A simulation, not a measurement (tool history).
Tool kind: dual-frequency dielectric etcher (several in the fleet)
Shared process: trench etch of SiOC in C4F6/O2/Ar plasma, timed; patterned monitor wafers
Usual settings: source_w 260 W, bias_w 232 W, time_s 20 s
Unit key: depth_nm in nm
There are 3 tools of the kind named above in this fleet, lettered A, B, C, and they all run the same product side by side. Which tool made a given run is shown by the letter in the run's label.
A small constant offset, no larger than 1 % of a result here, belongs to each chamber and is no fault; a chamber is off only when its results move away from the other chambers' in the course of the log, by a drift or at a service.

run	day	source_w	bias_w	time_s	hours since the last wet clean	hours since the last source power generator calibration	hours since the last bias power generator calibration	read-back reference wafer on the same gauge, depth_nm	depth_nm
1C	0.183	260	232	20	540.5	1113.5	2463.7	34.878	38.405
2A	0.400	260	232	20	206.3	1601.1	146.6	34.928	38.455
3B	0.683	260	232	20	161.8	1324.4	675.6	34.903	38.214
# day 0.862: chamber C: wet clean of the chamber
4A	0.988	260	232	20	220.4	1615.2	160.7	34.868	38.591
5B	1.342	260	232	20	177.6	1340.2	691.4	34.880	38.258
6C	1.662	260	232	20	19.2	1149.0	2499.2	34.932	38.533
7A	2.000	260	232	20	244.7	1639.5	185.0	34.875	38.688
8C	2.246	260	232	20	33.2	1163.0	2513.2	34.903	38.254
9B	2.467	260	232	20	204.6	1367.2	718.4	34.856	38.399
10B	2.838	260	232	20	213.5	1376.1	727.3	34.888	38.522
11A	3.004	260	232	20	268.8	1663.6	209.1	34.915	38.640
12C	3.200	260	232	20	56.1	1185.9	2536.1	34.894	38.240
13B	3.471	260	232	20	228.7	1391.3	742.5	34.907	38.641
14C	3.704	260	232	20	68.2	1198.0	2548.2	34.911	38.085
15A	3.912	260	232	20	290.6	1685.4	230.9	34.894	38.328
16B	4.167	260	232	20	245.4	1408.0	759.2	34.889	38.868
17A	4.383	260	232	20	301.9	1696.7	242.2	34.932	38.432
18C	4.758	260	232	20	93.5	1223.3	2573.5	34.944	38.272
19B	5.029	260	232	20	266.1	1428.7	779.9	34.891	38.812
20C	5.358	260	197	20	107.9	1237.7	2587.9	34.948	36.141

Does one chamber stand apart from the rest, does the shared gauge drift, or is all well apart from small per-chamber offsets? Give the chamber and the most likely cause, where there is one.

It is chamber B that slowly wanders off from its peers.
Cause: etch rate over this chamber's usual, % = 2.21.
With only this log, it may be confused with: source power that arrives over what is set, %.

Which of the 4 candidates below, each the usual settings with something changed and its results left as question marks, puts chamber B back in line with what the other chambers give on the usual settings?
In-line tolerance around the mean of the other chambers on the usual settings: depth_nm 0.510 nm
21B-1	5.633	270	238	20					?
21B-2	5.633	260	261	20					?
21B-3	5.633	230	232	20					?
21B-4	5.633	250	232	20					?

The mean the other chambers reach with the usual settings: depth_nm 38.360 nm
run	depth_nm
21B-1	40.022
21B-2	40.738
21B-3	37.313
21B-4	38.521
With 21B-4, the chamber falls back in line with the rest.

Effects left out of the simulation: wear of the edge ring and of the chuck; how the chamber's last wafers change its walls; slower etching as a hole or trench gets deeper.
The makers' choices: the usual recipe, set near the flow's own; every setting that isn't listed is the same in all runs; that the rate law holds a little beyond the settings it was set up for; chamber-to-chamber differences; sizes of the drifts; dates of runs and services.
